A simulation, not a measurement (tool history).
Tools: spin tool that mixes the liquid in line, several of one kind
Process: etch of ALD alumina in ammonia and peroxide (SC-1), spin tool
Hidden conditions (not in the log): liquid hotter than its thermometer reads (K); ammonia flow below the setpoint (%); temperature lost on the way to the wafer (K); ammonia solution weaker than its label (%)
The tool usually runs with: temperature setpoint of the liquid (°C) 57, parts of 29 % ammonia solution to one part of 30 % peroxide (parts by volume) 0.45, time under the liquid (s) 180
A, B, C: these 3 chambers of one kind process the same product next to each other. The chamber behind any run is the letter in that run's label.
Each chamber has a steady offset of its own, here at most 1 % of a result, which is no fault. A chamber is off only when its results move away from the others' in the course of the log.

run	hour	temperature setpoint of the liquid (°C)	parts of 29 % ammonia solution to one part of 30 % peroxide (parts by volume)	time under the liquid (s)	hours since the thermometer was replaced	hours since the ammonia flow meter was replaced	hours since the heated supply line was repaired	hours since the drum of ammonia solution was connected	read-back film thickness of the ALD alumina reference wafer, read on the same gauge (nm)	thickness taken off the ALD alumina on a monitor wafer (Å)
# hour 2.2: chamber B: new drum of ammonia solution connected
1A	5.9	57	0.45	180	360.8	1497.7	2473.9	235.2	130	134.96
2C	13.4	57	0.45	180	547.1	734	3621.9	135.4	130.01	135.44
3B	20.6	57	0.45	180	1601.4	258.4	91.9	18.4	130	138.43
4A	26.1	57	0.45	180	381	1517.9	2494.1	255.4	130	135
5C	35.7	57	0.45	180	569.4	756.3	3644.2	157.7	130	135.21
6B	42.6	57	0.45	180	1623.4	280.4	113.9	40.4	130	137.18
7A	50.5	57	0.45	180	405.4	1542.3	2518.5	279.8	130.01	135.14
8C	60	57	0.45	180	593.7	780.6	3668.5	182	129.99	133.14
9B	69.1	57	0.45	180	1649.9	306.9	140.4	66.9	130.01	141.75
10C	77.7	57	0.45	180	611.4	798.3	3686.2	199.7	129.99	136.82
11A	87.4	57	0.45	180	442.3	1579.2	2555.4	316.7	130.01	136.52
12B	96	57	0.45	180	1676.8	333.8	167.3	93.8	130.01	139.81
13B	103.6	57	0.45	85	1684.4	341.4	174.9	101.4	129.97	67.178
14A	109.8	57	0.45	85	464.7	1601.6	2577.8	339.1	130.01	64.063
15C	115.5	57	0.45	85	649.2	836.1	3724	237.5	130.03	64.203
16C	121.8	57	0.45	180	655.5	842.4	3730.3	243.8	129.99	134.57
17B	131.2	52	0.45	100	1712	369	202.5	129	130.01	62.519
18A	141.6	52	0.45	100	496.5	1633.4	2609.6	370.9	129.98	57.668
19C	147.7	52	0.45	100	681.4	868.3	3756.2	269.7	129.98	56.898
20B	156.2	57	0.45	180	1737	394	227.5	154	129.97	145.94
21A	162.2	57	0.45	180	517.1	1654	2630.2	391.5	129.99	135.71
22A	171	57	0.45	180	525.9	1662.8	2639	400.3	129.98	137.69
23B	180	57	0.45	180	1760.8	417.8	251.3	177.8	130	152.39

All 3 chambers run these settings next. Forecast each chamber's results:
24A	187.5	57	0.35	180						?
24B	187.5	57	0.35	180						?
24C	187.5	57	0.35	180						?

run	thickness taken off the ALD alumina on a monitor wafer (Å)
24A	132.16
24B	144.47
24C	131.27

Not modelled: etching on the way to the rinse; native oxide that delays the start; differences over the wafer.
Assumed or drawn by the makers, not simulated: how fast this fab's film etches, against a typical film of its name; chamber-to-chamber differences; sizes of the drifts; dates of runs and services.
